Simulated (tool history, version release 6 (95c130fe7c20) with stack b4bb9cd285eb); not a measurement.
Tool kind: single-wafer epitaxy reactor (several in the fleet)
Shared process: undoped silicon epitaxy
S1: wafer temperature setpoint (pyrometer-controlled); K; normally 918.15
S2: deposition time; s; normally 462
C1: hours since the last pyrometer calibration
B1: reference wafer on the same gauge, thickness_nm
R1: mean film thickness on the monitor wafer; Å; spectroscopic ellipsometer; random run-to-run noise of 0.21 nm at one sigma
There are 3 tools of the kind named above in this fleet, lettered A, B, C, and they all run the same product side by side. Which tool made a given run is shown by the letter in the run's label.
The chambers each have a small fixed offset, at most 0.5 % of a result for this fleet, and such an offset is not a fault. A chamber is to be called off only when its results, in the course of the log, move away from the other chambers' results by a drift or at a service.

run	day	S1	S2	C1	B1	R1
1A	0.133	918.15	462	1166.5	67.397	699.97
2C	0.371	918.15	462	432.2	67.348	694.28
3B	0.608	918.15	462	1326.1	67.401	695.20
4C	0.746	918.15	462	441.2	67.422	693.48
5A	0.925	918.15	462	1185.5	67.412	694.87
6B	1.175	918.15	462	1339.7	67.406	695.13
7B	1.304	913.15	462	1342.8	67.391	622.58
8C	1.433	913.15	462	457.7	67.368	620.95
9A	1.667	913.15	462	1203.3	67.407	627.72
10C	1.900	918.15	462	468.9	67.339	697.26
11B	2.142	918.15	462	1362.9	67.453	689.39
12A	2.388	918.15	462	1220.6	67.367	698.63
13C	2.667	918.15	462	487.3	67.394	695.71
14B	2.921	918.15	462	1381.6	67.413	689.42
15A	3.117	918.15	462	1238.1	67.396	700.19
16B	3.346	928.15	501	1391.8	67.402	922.30
17A	3.517	928.15	501	1247.7	67.403	945.71
18C	3.675	928.15	501	511.5	67.389	933.99
19B	3.862	918.15	462	1404.2	67.434	683.54
20A	4.129	918.15	462	1262.4	67.384	698.32
21C	4.292	924.15	386	526.3	67.422	660.52
22A	4.512	924.15	386	1271.6	67.427	666.89
23C	4.646	924.15	386	534.8	67.419	661.46
24B	4.862	918.15	462	1428.2	67.409	680.64
25C	5.000	914.15	493	543.3	67.437	679.48
26B	5.162	914.15	493	1435.4	67.382	662.52
27A	5.325	914.15	493	1291.1	67.415	679.09
28C	5.579	931.15	462	557.2	67.370	913.09
29B	5.825	931.15	462	1451.3	67.330	897.13
30A	6.033	931.15	462	1308.1	67.347	928.59
31C	6.312	918.15	462	574.8	67.337	693.32
32A	6.492	918.15	462	1319.1	67.381	696.75
33B	6.617	918.15	462	1470.3	67.330	672.74
34A	6.838	918.15	462	1327.4	67.396	700.30
35C	7.117	918.15	462	594.1	67.425	696.72
36B	7.283	918.15	462	1486.3	67.385	669.87
37B	7.425	918.15	462	1489.7	67.364	671.65
38A	7.700	918.15	462	1348.1	67.404	698.74
39C	7.854	918.15	462	611.8	67.367	694.71
40B	8.104	924.15	414	1506.0	67.380	679.59
41C	8.346	924.15	414	623.6	67.378	710.99
42A	8.608	924.15	414	1369.9	67.355	712.79

Decide between three cases: one chamber stands off from its peers, the gauge reading all wafers drifts, or nothing is wrong past each chamber's small offset. Where a chamber is off, say which and what most likely put it there.

Chamber B drifts away from the others.
Likeliest cause: wafer temperature below the value expected at the setpoint (K) = 1.97.

Below are 4 candidate recipes for chamber B's next run, each the usual settings with a change, their results shown as question marks. Which of them brings B's results back in line with what the other chambers give on the usual settings?
In line here means within this much of the mean the other chambers give on the usual settings: R1 7.50 Å
43B-1	8.812	918.15	483			?
43B-2	8.812	915.15	451			?
43B-3	8.812	918.15	441			?
43B-4	8.812	918.15	504			?

On the usual settings, the other chambers give on average: R1 696.67 Å
run	R1
43B-1	696.17
43B-2	608.50
43B-3	635.63
43B-4	726.43
Change 43B-1 lands the chamber within the allowed miss of the other chambers.
